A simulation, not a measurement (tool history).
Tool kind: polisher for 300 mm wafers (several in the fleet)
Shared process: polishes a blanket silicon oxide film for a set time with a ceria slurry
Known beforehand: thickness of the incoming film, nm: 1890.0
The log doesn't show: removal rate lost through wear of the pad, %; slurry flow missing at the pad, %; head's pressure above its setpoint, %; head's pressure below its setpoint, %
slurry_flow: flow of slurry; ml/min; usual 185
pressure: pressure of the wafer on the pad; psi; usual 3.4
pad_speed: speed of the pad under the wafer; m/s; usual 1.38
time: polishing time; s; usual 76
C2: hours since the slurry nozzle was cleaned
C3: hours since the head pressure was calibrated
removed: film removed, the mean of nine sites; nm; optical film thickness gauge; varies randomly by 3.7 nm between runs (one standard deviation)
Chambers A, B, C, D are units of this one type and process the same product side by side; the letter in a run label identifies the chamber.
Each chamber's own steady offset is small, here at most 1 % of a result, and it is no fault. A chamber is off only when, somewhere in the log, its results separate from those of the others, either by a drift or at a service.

{"hour": 0.1, "done": "chamber C: worn pad replaced by a new one"}
{"hour": 1.6, "done": "chamber B: head pressure recalibrated"}
{"hour": 4.4, "done": "chamber D: slurry nozzle cleaned"}
{"hour": 5.6, "done": "chamber D: worn pad replaced by a new one"}
{"run": "1D", "hour": 6.8, "slurry_flow": 185, "pressure": 3.4, "pad_speed": 1.38, "time": 76, "wafers polished on this pad": 11, "C2": 2.4, "C3": 690.4, "removed": 409.86}
{"run": "2C", "hour": 15.7, "slurry_flow": 185, "pressure": 3.4, "pad_speed": 1.38, "time": 76, "wafers polished on this pad": 149, "C2": 558, "C3": 1057.8, "removed": 410.18}
{"hour": 16.0, "done": "chamber B: worn pad replaced by a new one"}
{"run": "3A", "hour": 24.1, "slurry_flow": 185, "pressure": 3.4, "pad_speed": 1.38, "time": 76, "wafers polished on this pad": 306, "C2": 226.7, "C3": 208.7, "removed": 407.25}
{"run": "4B", "hour": 29.7, "slurry_flow": 185, "pressure": 3.4, "pad_speed": 1.38, "time": 76, "wafers polished on this pad": 130, "C2": 222.2, "C3": 28.2, "removed": 410.29}
{"run": "5B", "hour": 37.5, "slurry_flow": 185, "pressure": 3.4, "pad_speed": 1.68, "time": 76, "wafers polished on this pad": 205, "C2": 230, "C3": 36, "removed": 495.14}
{"run": "6D", "hour": 45.3, "slurry_flow": 185, "pressure": 3.4, "pad_speed": 1.68, "time": 76, "wafers polished on this pad": 378, "C2": 40.9, "C3": 728.9, "removed": 496.11}
{"run": "7A", "hour": 51.5, "slurry_flow": 185, "pressure": 3.4, "pad_speed": 1.68, "time": 76, "wafers polished on this pad": 567, "C2": 254.1, "C3": 236.1, "removed": 489.17}
{"hour": 53.1, "done": "chamber A: worn pad replaced by a new one"}
{"hour": 56.9, "done": "chamber C: worn pad replaced by a new one"}
{"run": "8C", "hour": 60.1, "slurry_flow": 185, "pressure": 3.4, "pad_speed": 1.68, "time": 76, "wafers polished on this pad": 30, "C2": 602.4, "C3": 1102.2, "removed": 492.75}
{"run": "9A", "hour": 64.6, "slurry_flow": 185, "pressure": 3.4, "pad_speed": 1.38, "time": 76, "wafers polished on this pad": 109, "C2": 267.2, "C3": 249.2, "removed": 406.08}
{"hour": 66.9, "done": "chamber D: worn pad replaced by a new one"}
{"run": "10D", "hour": 69.3, "slurry_flow": 185, "pressure": 3.4, "pad_speed": 1.38, "time": 76, "wafers polished on this pad": 23, "C2": 64.9, "C3": 752.9, "removed": 408.39}
{"hour": 75.1, "done": "chamber B: worn pad replaced by a new one"}
{"run": "11C", "hour": 78.2, "slurry_flow": 185, "pressure": 4.4, "pad_speed": 1.38, "time": 97, "wafers polished on this pad": 203, "C2": 620.5, "C3": 1120.3, "removed": 676.26}
{"run": "12B", "hour": 85.1, "slurry_flow": 185, "pressure": 4.4, "pad_speed": 1.38, "time": 97, "wafers polished on this pad": 95, "C2": 277.6, "C3": 83.6, "removed": 673.1}
{"run": "13D", "hour": 91.9, "slurry_flow": 185, "pressure": 4.4, "pad_speed": 1.38, "time": 97, "wafers polished on this pad": 238, "C2": 87.5, "C3": 775.5, "removed": 675.5}
{"hour": 94.8, "done": "chamber D: head pressure recalibrated"}
{"run": "14A", "hour": 96.1, "slurry_flow": 185, "pressure": 4.4, "pad_speed": 1.38, "time": 97, "wafers polished on this pad": 409, "C2": 298.7, "C3": 280.7, "removed": 678.42}
{"run": "15B", "hour": 101.6, "slurry_flow": 185, "pressure": 3.4, "pad_speed": 1.38, "time": 76, "wafers polished on this pad": 252, "C2": 294.1, "C3": 100.1, "removed": 410.4}
{"hour": 105.7, "done": "chamber C: worn pad replaced by a new one"}
{"run": "16C", "hour": 110.6, "slurry_flow": 185, "pressure": 3.4, "pad_speed": 1.38, "time": 76, "wafers polished on this pad": 47, "C2": 652.9, "C3": 1152.7, "removed": 401.4}
{"hour": 111.4, "done": "chamber B: slurry nozzle cleaned"}
{"run": "17A", "hour": 117.9, "slurry_flow": 185, "pressure": 3.4, "pad_speed": 1.38, "time": 76, "wafers polished on this pad": 617, "C2": 320.5, "C3": 302.5, "removed": 412.33}
{"hour": 123.1, "done": "chamber D: worn pad replaced by a new one"}
{"hour": 123.9, "done": "chamber A: worn pad replaced by a new one"}
{"run": "18D", "hour": 126.2, "slurry_flow": 145, "pressure": 3.4, "pad_speed": 1.54, "time": 76, "wafers polished on this pad": 29, "C2": 121.8, "C3": 31.5, "removed": 431.49}
{"hour": 132.6, "done": "chamber B: worn pad replaced by a new one"}
{"run": "19C", "hour": 133.3, "slurry_flow": 145, "pressure": 3.4, "pad_speed": 1.54, "time": 76, "wafers polished on this pad": 263, "C2": 675.6, "C3": 1175.4, "removed": 439.04}
{"run": "20B", "hour": 139.2, "slurry_flow": 145, "pressure": 3.4, "pad_speed": 1.54, "time": 76, "wafers polished on this pad": 63, "C2": 27.9, "C3": 137.7, "removed": 445.34}
{"run": "21D", "hour": 146.8, "slurry_flow": 145, "pressure": 3.4, "pad_speed": 1.54, "time": 76, "wafers polished on this pad": 225, "C2": 142.4, "C3": 52.1, "removed": 441.89}
{"run": "22B", "hour": 154.3, "slurry_flow": 185, "pressure": 3.4, "pad_speed": 1.38, "time": 76, "wafers polished on this pad": 207, "C2": 43, "C3": 152.8, "removed": 403.78}
{"hour": 158.3, "done": "chamber C: worn pad replaced by a new one"}
{"run": "23A", "hour": 161.6, "slurry_flow": 185, "pressure": 3.4, "pad_speed": 1.38, "time": 76, "wafers polished on this pad": 359, "C2": 364.2, "C3": 346.2, "removed": 403.81}
{"run": "24C", "hour": 166.1, "slurry_flow": 185, "pressure": 3.4, "pad_speed": 1.38, "time": 76, "wafers polished on this pad": 74, "C2": 708.4, "C3": 1208.2, "removed": 408.75}
{"run": "25D", "hour": 172.7, "slurry_flow": 185, "pressure": 3.4, "pad_speed": 1.38, "time": 76, "wafers polished on this pad": 472, "C2": 168.3, "C3": 78, "removed": 412.43}
{"hour": 175.0, "done": "chamber D: worn pad replaced by a new one"}
{"hour": 181.5, "done": "chamber C: head pressure recalibrated"}
{"run": "26B", "hour": 182.1, "slurry_flow": 185, "pressure": 3.4, "pad_speed": 1.38, "time": 76, "wafers polished on this pad": 472, "C2": 70.8, "C3": 180.6, "removed": 402.28}
{"run": "27C", "hour": 186.5, "slurry_flow": 185, "pressure": 3.4, "pad_speed": 1.38, "time": 76, "wafers polished on this pad": 268, "C2": 728.8, "C3": 5, "removed": 367.81}
{"hour": 191.0, "done": "chamber A: worn pad replaced by a new one"}
{"run": "28A", "hour": 191.1, "slurry_flow": 185, "pressure": 3.4, "pad_speed": 1.8, "time": 76, "wafers polished on this pad": 1, "C2": 393.7, "C3": 375.7, "removed": 530.76}
{"hour": 198.1, "done": "chamber B: worn pad replaced by a new one"}
{"run": "29A", "hour": 199.0, "slurry_flow": 185, "pressure": 3.4, "pad_speed": 1.8, "time": 76, "wafers polished on this pad": 76, "C2": 401.6, "C3": 383.6, "removed": 537.54}
{"hour": 204.2, "done": "chamber C: slurry nozzle cleaned"}
{"run": "30C", "hour": 204.5, "slurry_flow": 185, "pressure": 3.4, "pad_speed": 1.8, "time": 76, "wafers polished on this pad": 440, "C2": 0.4, "C3": 23, "removed": 478.88}
{"run": "31B", "hour": 210.0, "slurry_flow": 185, "pressure": 3.4, "pad_speed": 1.8, "time": 76, "wafers polished on this pad": 113, "C2": 98.7, "C3": 208.5, "removed": 533.03}
{"run": "32D", "hour": 215.1, "slurry_flow": 185, "pressure": 3.4, "pad_speed": 1.38, "time": 76, "wafers polished on this pad": 382, "C2": 210.7, "C3": 120.4, "removed": 402.79}
{"hour": 218.5, "done": "chamber C: worn pad replaced by a new one"}
{"run": "33B", "hour": 223.2, "slurry_flow": 185, "pressure": 3.4, "pad_speed": 1.38, "time": 76, "wafers polished on this pad": 239, "C2": 111.9, "C3": 221.7, "removed": 414.33}
{"run": "34C", "hour": 229.1, "slurry_flow": 185, "pressure": 3.4, "pad_speed": 1.38, "time": 76, "wafers polished on this pad": 101, "C2": 25, "C3": 47.6, "removed": 366.72}
{"hour": 236.0, "done": "chamber D: worn pad replaced by a new one"}
{"hour": 236.2, "done": "chamber D: slurry nozzle cleaned"}
{"run": "35A", "hour": 237.2, "slurry_flow": 185, "pressure": 3.4, "pad_speed": 1.38, "time": 76, "wafers polished on this pad": 440, "C2": 439.8, "C3": 421.8, "removed": 405.26}
{"hour": 241.3, "done": "chamber A: head pressure recalibrated"}
{"run": "36D", "hour": 245.9, "slurry_flow": 185, "pressure": 3.4, "pad_speed": 1.38, "time": 76, "wafers polished on this pad": 94, "C2": 9.7, "C3": 151.2, "removed": 416.4}
{"hour": 249.7, "done": "chamber A: worn pad replaced by a new one"}
{"run": "37A", "hour": 251.9, "slurry_flow": 185, "pressure": 3.4, "pad_speed": 1.38, "time": 76, "wafers polished on this pad": 21, "C2": 454.5, "C3": 10.6, "removed": 409.03}
{"hour": 260.0, "done": "chamber B: worn pad replaced by a new one"}
{"run": "38C", "hour": 261.6, "slurry_flow": 185, "pressure": 3.4, "pad_speed": 1.38, "time": 76, "wafers polished on this pad": 411, "C2": 57.5, "C3": 80.1, "removed": 368.72}
{"run": "39B", "hour": 268.9, "slurry_flow": 185, "pressure": 3.4, "pad_speed": 1.38, "time": 76, "wafers polished on this pad": 85, "C2": 157.6, "C3": 267.4, "removed": 411.88}
{"hour": 272.5, "done": "chamber C: worn pad replaced by a new one"}
{"run": "40D", "hour": 275.8, "slurry_flow": 185, "pressure": 3.4, "pad_speed": 1.38, "time": 76, "wafers polished on this pad": 379, "C2": 39.6, "C3": 181.1, "removed": 415.07}
{"run": "41C", "hour": 280.7, "slurry_flow": 185, "pressure": 3.4, "pad_speed": 1.38, "time": 76, "wafers polished on this pad": 78, "C2": 76.6, "C3": 99.2, "removed": 362.11}

For the next run the whole fleet of 4 chambers uses the same settings. Give each chamber's results:
{"run": "42A", "hour": 287.5, "slurry_flow": 185, "pressure": 3.4, "pad_speed": 0.98, "time": 76, "removed": "?"}
{"run": "42B", "hour": 287.5, "slurry_flow": 185, "pressure": 3.4, "pad_speed": 0.98, "time": 76, "removed": "?"}
{"run": "42C", "hour": 287.5, "slurry_flow": 185, "pressure": 3.4, "pad_speed": 0.98, "time": 76, "removed": "?"}
{"run": "42D", "hour": 287.5, "slurry_flow": 185, "pressure": 3.4, "pad_speed": 0.98, "time": 76, "removed": "?"}

run=42A removed=288.72
run=42B removed=291.36
run=42C removed=257.55
run=42D removed=290.14
